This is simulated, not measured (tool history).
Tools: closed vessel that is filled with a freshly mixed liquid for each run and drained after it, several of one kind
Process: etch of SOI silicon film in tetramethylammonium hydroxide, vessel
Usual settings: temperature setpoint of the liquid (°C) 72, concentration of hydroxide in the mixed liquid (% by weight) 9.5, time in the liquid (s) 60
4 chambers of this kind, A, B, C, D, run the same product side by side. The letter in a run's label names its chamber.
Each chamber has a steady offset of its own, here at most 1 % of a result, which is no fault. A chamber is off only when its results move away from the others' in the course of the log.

run	hour	temperature setpoint of the liquid (°C)	concentration of hydroxide in the mixed liquid (% by weight)	time in the liquid (s)	hours since the thermometer was replaced	hours since the hydroxide flow meter was replaced	read-back film thickness of the SOI silicon film reference wafer, read on the same gauge (nm)	thickness taken off the SOI silicon film on a monitor wafer (nm)
1A	10.7	72	9.5	60	158.4	495.5	59.982	471.46
2B	20.8	72	9.5	60	447.1	89.4	60.007	476.66
3D	28.2	72	9.5	60	1329.2	926.5	59.973	477.6
4C	33.5	72	9.5	60	613	598.3	60.031	473.14
5D	43.3	72	9.5	60	1344.3	941.6	59.998	477.66
6A	52.7	72	9.5	60	200.4	537.5	59.99	486.16
7C	61.5	72	9.5	60	641	626.3	60.026	472.92
8B	68.2	72	9.5	60	494.5	136.8	60.007	472.03
# hour 75.4: chamber B: thermometer replaced
9B	79.1	72	9.5	60	3.7	147.7	59.991	473.53
10A	88.5	72	9.5	60	236.2	573.3	60.02	475
11D	94.9	67	9.5	60	1395.9	993.2	60.027	357.96
12C	106.1	67	9.5	60	685.6	670.9	60.009	350.52
13A	115.6	67	9.5	60	263.3	600.4	59.989	353.33
14B	122.4	67	9.5	60	47	191	59.973	354.84
15C	133.5	72	9.5	60	713	698.3	60.03	477.57
16D	138.6	72	9.5	60	1439.6	1036.9	60.001	484.81
17B	146.3	72	9.5	60	70.9	214.9	59.988	474.25
18D	151.7	72	9.5	60	1452.7	1050	60.034	476.45
19C	160.4	72	9.5	60	739.9	725.2	59.993	485.11
20A	170.9	72	9.5	60	318.6	655.7	59.934	477.45
21B	178.5	72	9.5	60	103.1	247.1	60.057	479.5
# hour 186.9: chamber D: hydroxide flow meter replaced
22D	187.6	72	9.5	60	1488.6	0.8	60.029	477.37
23A	196.2	72	9.5	60	343.9	681	59.995	474.47
24C	207.5	72	9.5	60	787	772.3	59.964	490.16
25D	215.7	72	9.5	60	1516.7	28.9	59.975	472.36
26C	225	72	9.5	45	804.5	789.8	59.995	377.81
27A	234.1	72	9.5	45	381.8	718.9	59.965	358.49
28B	239.9	72	9.5	45	164.5	308.5	60.002	355.31
29A	247.3	72	9.5	45	395	732.1	59.996	362.62
# hour 253: chamber C: hydroxide flow meter replaced
30C	258.6	72	9.5	60	838.1	5.7	59.987	514.07
31B	268.5	72	9.5	60	193.1	337.1	59.992	475.44
32D	276.6	72	9.5	60	1577.6	89.8	60.059	482.1
33A	282.8	72	9.5	60	430.5	767.6	60.024	481.85
34C	293.6	72	9.5	60	873.1	40.7	59.979	510.62
35B	305	72	9.5	60	229.6	373.6	60.005	477.97
36D	311.7	72	10.5	80	1612.7	124.9	59.936	614.03
37B	319.2	72	10.5	80	243.8	387.8	60.011	613.21
# hour 321.3: chamber D: thermometer replaced
38C	325.8	72	10.5	80	905.3	72.9	59.978	677.89
39D	332.5	72	10.5	80	11.2	145.7	60.006	617.52
40A	338.1	72	9.5	60	485.8	822.9	59.977	485.68
41B	348.7	72	9.5	60	273.3	417.3	59.997	472.22
42D	355.9	72	9.5	60	34.6	169.1	60.049	478.55
43A	363.2	72	9.5	60	510.9	848	60.019	474.46
44C	371.6	72	9.5	60	951.1	118.7	59.997	531.96

All 4 chambers run these settings next. Forecast each chamber's results:
45A	379.7	72	9.5	60				?
45B	379.7	72	9.5	60				?
45C	379.7	72	9.5	60				?
45D	379.7	72	9.5	60				?

run	thickness taken off the SOI silicon film on a monitor wafer (nm)
45A	473.15
45B	477.31
45C	536.64
45D	476.8
